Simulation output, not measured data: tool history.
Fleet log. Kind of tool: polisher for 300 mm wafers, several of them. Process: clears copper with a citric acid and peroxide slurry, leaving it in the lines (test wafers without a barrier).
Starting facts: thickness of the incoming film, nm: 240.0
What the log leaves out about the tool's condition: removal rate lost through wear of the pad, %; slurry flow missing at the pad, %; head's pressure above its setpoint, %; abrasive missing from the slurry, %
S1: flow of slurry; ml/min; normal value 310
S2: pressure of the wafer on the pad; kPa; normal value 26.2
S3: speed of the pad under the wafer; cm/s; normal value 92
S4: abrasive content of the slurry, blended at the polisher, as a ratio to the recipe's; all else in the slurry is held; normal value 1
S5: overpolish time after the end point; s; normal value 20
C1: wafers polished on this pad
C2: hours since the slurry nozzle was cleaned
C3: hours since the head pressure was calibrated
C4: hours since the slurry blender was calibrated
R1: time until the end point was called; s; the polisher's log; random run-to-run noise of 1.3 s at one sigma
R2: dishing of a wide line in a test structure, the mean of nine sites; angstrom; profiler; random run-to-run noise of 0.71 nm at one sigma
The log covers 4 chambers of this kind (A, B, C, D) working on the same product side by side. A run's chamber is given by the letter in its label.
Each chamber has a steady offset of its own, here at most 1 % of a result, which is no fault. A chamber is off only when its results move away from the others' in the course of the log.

run   hour   S1    S2   S3    S4  S5    C1     C2     C3     C4      R1      R2
 1C    3.9  310  26.2   92     1  20   345  204.8  917.3   65.1  76.004  343.49
       4.5  -- chamber A: slurry blender recalibrated
 2D   10.6  310  26.2   92     1  20  1512  152.8  214.3  203.9  77.448  349.49
      16.1  -- chamber C: head pressure recalibrated
 3B   18.1  310  26.2   92     1  20   287  220.7  169.3  107.2  75.788  348.51
 4A   24.1  310  26.2   92     1  20   384   45.5   44.2   19.7  77.881  351.07
 5C   32.7  310  26.2   92     1  20   506  233.6   16.6   93.9  78.508  350.48
      39.7  -- chamber D: slurry blender recalibrated
 6D   40.2  310  26.2  114     1  20  1678  182.4  243.9    0.6  64.116   401.4
      43.4  -- chamber D: worn pad replaced by a new one
 7A   44.2  310  26.2  114     1  20   496   65.6   64.3   39.8  61.846  413.03
 8B   49.2  310  26.2  114     1  20   461  251.8  200.4  138.3  62.783  413.01
 9C   53.3  310  26.2  114     1  20   621  254.2   37.2  114.5  63.472  395.84
10D   59.3  310  26.2   92     1  20    88  201.5    263   19.7  76.343  359.35
11A   63.8  310  26.2   92     1  20   606   85.2   83.9   59.4  76.111  349.67
      69.6  -- chamber A: worn pad replaced by a new one
12B   70.9  310  26.2   92     1  20   582  273.5  222.1    160  74.995  345.88
13A   76.6  310  26.2  112     1  20    39     98   96.7   72.2  64.783  390.02
      81.1  -- chamber B: slurry nozzle cleaned
14C   81.7  310  26.2  112     1  20   779  282.6   65.6  142.9  65.949  403.63
15D   90.4  310  26.2  112     1  20   262  232.6  294.1   50.8  63.004  398.57
16B   97.4  310  26.2  112     1  20   730   16.4  248.6  186.5  62.442   397.3
17D  101.7  310  26.2   92     1  20   325  243.9  305.4   62.1  79.124  354.85
18A  107.9  310  26.2   92     1  20   214  129.3    128  103.5  78.976  342.39
19B  115.1  310  30.3   92     1  20   829   34.1  266.3  204.2  67.437  397.44
     115.6  -- chamber C: worn pad replaced by a new one
     122.1  -- chamber D: slurry nozzle cleaned
20C  123.7  310  30.3   92     1  20    45  324.6  107.6  184.9  66.849   381.7
21D  131.7  310  30.3   92     1  20   493    9.7  335.4   92.1   67.14   391.6
     134.9  -- chamber C: slurry blender recalibrated
22A  136.1  310  30.3   92     1  20   371  157.5  156.2  131.7  68.798  375.07
23B  142.8  310  26.2  112     1  20   984   61.8    294  231.9  64.542   401.6
24C  147.5  310  26.2  112     1  20   178  348.4  131.4   12.7  64.261  399.73
25C    154  310  26.2  112     1  20   214  354.9  137.9   19.2  62.499  399.64
26D  158.9  310  26.2  112     1  20   645   36.9  362.6  119.3  63.693  399.43
27B  162.8  310  26.2   92     1  20  1096   81.8    314  251.9  77.335  356.34
28A  168.1  310  26.2   92     1  20   550  189.5  188.2  163.7  78.095  355.13
29B  171.9  310  26.2   92     1  20  1147   90.9  323.1    261  79.374  352.06
     173.3  -- chamber A: worn pad replaced by a new one
30C  178.9  310  26.2   92     1  20   353  379.8  162.8   44.1  76.164  350.18
31D  186.3  310  26.2   92     1  20   798   64.3    390  146.7   77.46   347.3
     189.8  -- chamber B: worn pad replaced by a new one
32A  190.7  380  26.2   92  0.75  20    97  212.1  210.8  186.3  81.827  351.95
33B  194.8  380  26.2   92  0.75  20    28  113.8    346  283.9   81.81  350.39
34D  203.2  380  26.2   92  0.75  20   892   81.2  406.9  163.6   81.34  340.28
35A  209.1  380  26.2   92  0.75  20   200  230.5  229.2  204.7  82.235  331.44
36C  212.9  310  26.2   92     1  20   543  413.8  196.8   78.1  76.618  341.58
37D  216.7  310  26.2   92     1  20   968   94.7  420.4  177.1  76.773  353.54
38C  222.7  310  26.2   92     1  20   598  423.6  206.6   87.9  78.245  351.32
     222.9  -- chamber B: slurry blender recalibrated
39B  230.7  310  26.2   92     1  20   228  149.7  381.9    7.8  79.526  348.23
40A  236.1  310  26.2   92     1  20   351  257.5  256.2  231.7  77.988  346.66
41B  242.9  310  26.2   92     1  20   296  161.9  394.1     20  76.581  362.26

Next, every chamber runs the same settings. What will each give?
42A  249.2  310  26.2  92  1.1  20                   ?   ?
42B  249.2  310  26.2  92  1.1  20                   ?   ?
42C  249.2  310  26.2  92  1.1  20                   ?   ?
42D  249.2  310  26.2  92  1.1  20                   ?   ?

run      R1      R2
42A  75.675  362.82
42B  75.013  351.89
42C  76.555  340.77
42D  77.099  360.49
